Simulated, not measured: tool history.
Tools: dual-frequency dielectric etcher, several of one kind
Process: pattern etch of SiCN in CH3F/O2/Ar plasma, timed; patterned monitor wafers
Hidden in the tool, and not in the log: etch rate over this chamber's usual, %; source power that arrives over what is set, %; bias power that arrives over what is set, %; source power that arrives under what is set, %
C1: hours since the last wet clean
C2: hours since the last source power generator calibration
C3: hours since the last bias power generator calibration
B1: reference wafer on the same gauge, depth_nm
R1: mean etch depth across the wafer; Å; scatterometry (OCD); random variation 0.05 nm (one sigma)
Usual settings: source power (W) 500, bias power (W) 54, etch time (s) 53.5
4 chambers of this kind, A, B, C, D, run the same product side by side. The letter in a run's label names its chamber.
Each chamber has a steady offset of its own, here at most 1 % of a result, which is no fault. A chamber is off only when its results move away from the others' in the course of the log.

-- day=0.242 chamber B: bias power generator calibrated
run 1C day=0.267 | source_power_(W)=500 bias_power_(W)=54 etch_time_(s)=53.5 | C1=285.3 C2=743.1 C3=137.9 | B1=23.296 | R1=197.46
run 2D day=0.462 | source_power_(W)=500 bias_power_(W)=54 etch_time_(s)=53.5 | C1=238.9 C2=270.8 C3=1117.2 | B1=23.303 | R1=201.01
run 3B day=0.742 | source_power_(W)=500 bias_power_(W)=54 etch_time_(s)=53.5 | C1=159.8 C2=816.4 C3=12.1 | B1=23.318 | R1=198.18
run 4A day=0.942 | source_power_(W)=500 bias_power_(W)=54 etch_time_(s)=53.5 | C1=199.3 C2=116.7 C3=544.6 | B1=23.287 | R1=198.8
run 5D day=1.196 | source_power_(W)=500 bias_power_(W)=54 etch_time_(s)=53.5 | C1=256.5 C2=288.4 C3=1134.8 | B1=23.298 | R1=199.57
run 6A day=1.446 | source_power_(W)=500 bias_power_(W)=54 etch_time_(s)=53.5 | C1=211.4 C2=128.8 C3=556.7 | B1=23.314 | R1=198.8
run 7C day=1.621 | source_power_(W)=500 bias_power_(W)=54 etch_time_(s)=53.5 | C1=317.8 C2=775.6 C3=170.4 | B1=23.29 | R1=198.08
run 8B day=1.783 | source_power_(W)=500 bias_power_(W)=54 etch_time_(s)=53.5 | C1=184.8 C2=841.4 C3=37.1 | B1=23.294 | R1=198.25
run 9A day=2.042 | source_power_(W)=500 bias_power_(W)=54 etch_time_(s)=53.5 | C1=225.7 C2=143.1 C3=571 | B1=23.284 | R1=199.7
run 10C day=2.308 | source_power_(W)=500 bias_power_(W)=54 etch_time_(s)=61.5 | C1=334.3 C2=792.1 C3=186.9 | B1=23.303 | R1=227.9
run 11B day=2.538 | source_power_(W)=500 bias_power_(W)=54 etch_time_(s)=61.5 | C1=202.9 C2=859.5 C3=55.2 | B1=23.297 | R1=228.6
run 12D day=2.704 | source_power_(W)=500 bias_power_(W)=54 etch_time_(s)=61.5 | C1=292.7 C2=324.6 C3=1171 | B1=23.296 | R1=230.38
run 13C day=2.842 | source_power_(W)=500 bias_power_(W)=54 etch_time_(s)=61.5 | C1=347.1 C2=804.9 C3=199.7 | B1=23.299 | R1=227.06
-- day=3.029 chamber C: wet clean of the chamber
run 14A day=3.133 | source_power_(W)=500 bias_power_(W)=54 etch_time_(s)=53.5 | C1=251.9 C2=169.3 C3=597.2 | B1=23.294 | R1=198.63
run 15D day=3.275 | source_power_(W)=500 bias_power_(W)=54 etch_time_(s)=39.5 | C1=306.4 C2=338.3 C3=1184.7 | B1=23.292 | R1=147.4
run 16B day=3.562 | source_power_(W)=500 bias_power_(W)=54 etch_time_(s)=39.5 | C1=227.5 C2=884.1 C3=79.8 | B1=23.3 | R1=145.85
run 17A day=3.779 | source_power_(W)=500 bias_power_(W)=54 etch_time_(s)=39.5 | C1=267.4 C2=184.8 C3=612.7 | B1=23.293 | R1=146.63
run 18C day=4.067 | source_power_(W)=500 bias_power_(W)=54 etch_time_(s)=39.5 | C1=25 C2=834.3 C3=229.1 | B1=23.301 | R1=145.44
run 19D day=4.279 | source_power_(W)=500 bias_power_(W)=48 etch_time_(s)=40.5 | C1=330.5 C2=362.4 C3=1208.8 | B1=23.305 | R1=145.63
run 20B day=4.508 | source_power_(W)=500 bias_power_(W)=48 etch_time_(s)=40.5 | C1=250.2 C2=906.8 C3=102.5 | B1=23.315 | R1=144.31
run 21C day=4.721 | source_power_(W)=500 bias_power_(W)=48 etch_time_(s)=40.5 | C1=40.7 C2=850 C3=244.8 | B1=23.288 | R1=143.89
run 22D day=4.958 | source_power_(W)=500 bias_power_(W)=48 etch_time_(s)=40.5 | C1=346.8 C2=378.7 C3=1225.1 | B1=23.3 | R1=145.56
run 23A day=5.192 | source_power_(W)=500 bias_power_(W)=54 etch_time_(s)=53.5 | C1=301.3 C2=218.7 C3=646.6 | B1=23.307 | R1=198.17
run 24B day=5.458 | source_power_(W)=390 bias_power_(W)=54 etch_time_(s)=53.5 | C1=273 C2=929.6 C3=125.3 | B1=23.296 | R1=179.91
run 25A day=5.588 | source_power_(W)=390 bias_power_(W)=54 etch_time_(s)=53.5 | C1=310.8 C2=228.2 C3=656.1 | B1=23.295 | R1=180.15
run 26D day=5.829 | source_power_(W)=390 bias_power_(W)=54 etch_time_(s)=53.5 | C1=367.7 C2=399.6 C3=1246 | B1=23.284 | R1=181.33
run 27B day=5.962 | source_power_(W)=390 bias_power_(W)=54 etch_time_(s)=53.5 | C1=285.1 C2=941.7 C3=137.4 | B1=23.303 | R1=180.08
run 28C day=6.167 | source_power_(W)=500 bias_power_(W)=54 etch_time_(s)=53.5 | C1=75.4 C2=884.7 C3=279.5 | B1=23.307 | R1=196.24
run 29D day=6.446 | source_power_(W)=500 bias_power_(W)=54 etch_time_(s)=53.5 | C1=382.5 C2=414.4 C3=1260.8 | B1=23.294 | R1=198.86
run 30C day=6.638 | source_power_(W)=500 bias_power_(W)=54 etch_time_(s)=53.5 | C1=86.7 C2=896 C3=290.8 | B1=23.302 | R1=195.16
-- day=6.662 chamber A: wet clean of the chamber
run 31A day=6.921 | source_power_(W)=500 bias_power_(W)=63 etch_time_(s)=62.5 | C1=6.2 C2=260.2 C3=688.1 | B1=23.309 | R1=244.57
run 32B day=7.212 | source_power_(W)=500 bias_power_(W)=63 etch_time_(s)=62.5 | C1=315.1 C2=971.7 C3=167.4 | B1=23.291 | R1=243.21
run 33C day=7.392 | source_power_(W)=500 bias_power_(W)=63 etch_time_(s)=62.5 | C1=104.8 C2=914.1 C3=308.9 | B1=23.319 | R1=240.3
run 34A day=7.558 | source_power_(W)=500 bias_power_(W)=63 etch_time_(s)=62.5 | C1=21.5 C2=275.5 C3=703.4 | B1=23.306 | R1=244.75
run 35B day=7.783 | source_power_(W)=500 bias_power_(W)=54 etch_time_(s)=53.5 | C1=328.8 C2=985.4 C3=181.1 | B1=23.285 | R1=198.09
run 36D day=8.012 | source_power_(W)=500 bias_power_(W)=66 etch_time_(s)=41 | C1=420.1 C2=452 C3=1298.4 | B1=23.305 | R1=163.35
run 37C day=8.3 | source_power_(W)=500 bias_power_(W)=66 etch_time_(s)=41 | C1=126.6 C2=935.9 C3=330.7 | B1=23.302 | R1=160.22
run 38B day=8.45 | source_power_(W)=500 bias_power_(W)=66 etch_time_(s)=41 | C1=344.8 C2=1001.4 C3=197.1 | B1=23.299 | R1=162.21
run 39A day=8.667 | source_power_(W)=500 bias_power_(W)=66 etch_time_(s)=41 | C1=48.1 C2=302.1 C3=730 | B1=23.292 | R1=161.93
run 40D day=8.962 | source_power_(W)=500 bias_power_(W)=54 etch_time_(s)=53.5 | C1=442.9 C2=474.8 C3=1321.2 | B1=23.297 | R1=199.52
run 41B day=9.183 | source_power_(W)=500 bias_power_(W)=54 etch_time_(s)=53.5 | C1=362.4 C2=1019 C3=214.7 | B1=23.306 | R1=197.27
run 42C day=9.379 | source_power_(W)=500 bias_power_(W)=54 etch_time_(s)=53.5 | C1=152.5 C2=961.8 C3=356.6 | B1=23.296 | R1=194.89
run 43D day=9.646 | source_power_(W)=500 bias_power_(W)=54 etch_time_(s)=53.5 | C1=459.3 C2=491.2 C3=1337.6 | B1=23.314 | R1=199.9
run 44A day=9.9 | source_power_(W)=500 bias_power_(W)=54 etch_time_(s)=53.5 | C1=77.7 C2=331.7 C3=759.6 | B1=23.296 | R1=198.09

All 4 chambers run these settings next. Forecast each chamber's results:
run 45A day=10.112 | source_power_(W)=500 bias_power_(W)=61 etch_time_(s)=53.5 | R1=?
run 45B day=10.112 | source_power_(W)=500 bias_power_(W)=61 etch_time_(s)=53.5 | R1=?
run 45C day=10.112 | source_power_(W)=500 bias_power_(W)=61 etch_time_(s)=53.5 | R1=?
run 45D day=10.112 | source_power_(W)=500 bias_power_(W)=61 etch_time_(s)=53.5 | R1=?

run=45A R1=206.92
run=45B R1=206.59
run=45C R1=202.33
run=45D R1=207.74

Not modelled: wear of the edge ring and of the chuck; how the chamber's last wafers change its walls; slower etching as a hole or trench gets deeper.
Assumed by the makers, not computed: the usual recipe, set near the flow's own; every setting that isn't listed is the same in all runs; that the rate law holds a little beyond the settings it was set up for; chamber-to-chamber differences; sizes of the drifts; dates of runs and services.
